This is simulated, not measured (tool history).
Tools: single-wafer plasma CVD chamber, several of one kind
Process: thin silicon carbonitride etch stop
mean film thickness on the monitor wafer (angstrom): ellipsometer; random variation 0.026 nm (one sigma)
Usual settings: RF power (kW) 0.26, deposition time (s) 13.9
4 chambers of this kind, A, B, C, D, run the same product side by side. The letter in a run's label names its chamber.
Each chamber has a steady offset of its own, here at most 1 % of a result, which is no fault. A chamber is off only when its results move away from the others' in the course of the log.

run	hour	RF power (kW)	deposition time (s)	read-back reference wafer on the same gauge, thickness_nm	mean film thickness on the monitor wafer (angstrom)
1B	4.8	0.26	13.9	10.084	85.525
2D	9.3	0.26	13.9	10.085	85.841
3C	12	0.26	13.9	10.081	86.528
4A	16.4	0.26	13.9	10.085	85.26
5C	19.8	0.26	13.9	10.075	86.433
6B	24.2	0.26	13.9	10.077	85.141
7A	28.3	0.26	13.9	10.084	85.298
8D	32	0.26	13.9	10.08	85.829
9A	34.8	0.26	13.9	10.082	85.616
10D	37.8	0.26	13.9	10.078	86.241
11C	41.7	0.235	11.4	10.08	68.529
12B	46.3	0.235	11.4	10.091	67.756
13C	48.7	0.235	11.4	10.082	68.462
14B	51.9	0.235	11.4	10.075	68.143
15D	54.7	0.26	13.9	10.081	86.254
16A	57.5	0.26	13.9	10.084	85.751
17A	60.1	0.26	13.9	10.08	85.878
18B	64.9	0.29	13.9	10.085	87.606
19D	68	0.29	13.9	10.078	88.859
20C	70.4	0.29	13.9	10.081	89.557
21A	74.2	0.29	13.9	10.077	88.388
22D	78.9	0.26	13.9	10.08	86.025
23B	83.7	0.26	13.9	10.074	84.95
24C	87.2	0.24	15.5	10.078	93.715
25C	90.1	0.24	15.5	10.082	93.886
26D	94.4	0.24	15.5	10.076	93.564
27B	99.5	0.24	15.5	10.077	91.965
28A	103.6	0.26	13.9	10.078	85.522
29C	106.8	0.26	13.9	10.082	85.944
30B	110.3	0.26	13.9	10.082	84.296
31D	115.3	0.26	13.9	10.091	86.044
32A	118	0.26	13.9	10.079	85.529
33C	122.2	0.26	13.9	10.087	85.934
34B	124.6	0.26	11.8	10.075	71.42
35A	129.6	0.26	11.8	10.078	72.744
36D	133.2	0.26	11.8	10.083	72.996
37D	137.4	0.26	11.8	10.074	73.026
38A	142.2	0.26	13.9	10.084	85.296
39C	144.5	0.26	13.9	10.082	86.12

Is one chamber off against the others, does the gauge drift, or is nothing wrong? If a chamber is off, say which, and what the likeliest cause is.

Chamber B drifts away from the others.
Cause: delivered RF power below the setpoint (%) = 6.54.

Here are 4 candidates for chamber B's next run, each the usual settings with a change, their results left as question marks. Which one brings its results back in line with what the others give on the usual settings?
In line means no further than this from the other chambers' mean on the usual settings: mean film thickness on the monitor wafer (angstrom) 0.92
40B-1	148.2	0.28	13.9		?
40B-2	148.2	0.265	13.9		?
40B-3	148.2	0.255	13.9		?
40B-4	148.2	0.26	13.6		?

The other chambers' mean on the usual settings: mean film thickness on the monitor wafer (angstrom) 85.88
run	mean film thickness on the monitor wafer (angstrom)
40B-1	85.535
40B-2	84.108
40B-3	83.124
40B-4	81.814
40B-1 brings the chamber back in line.
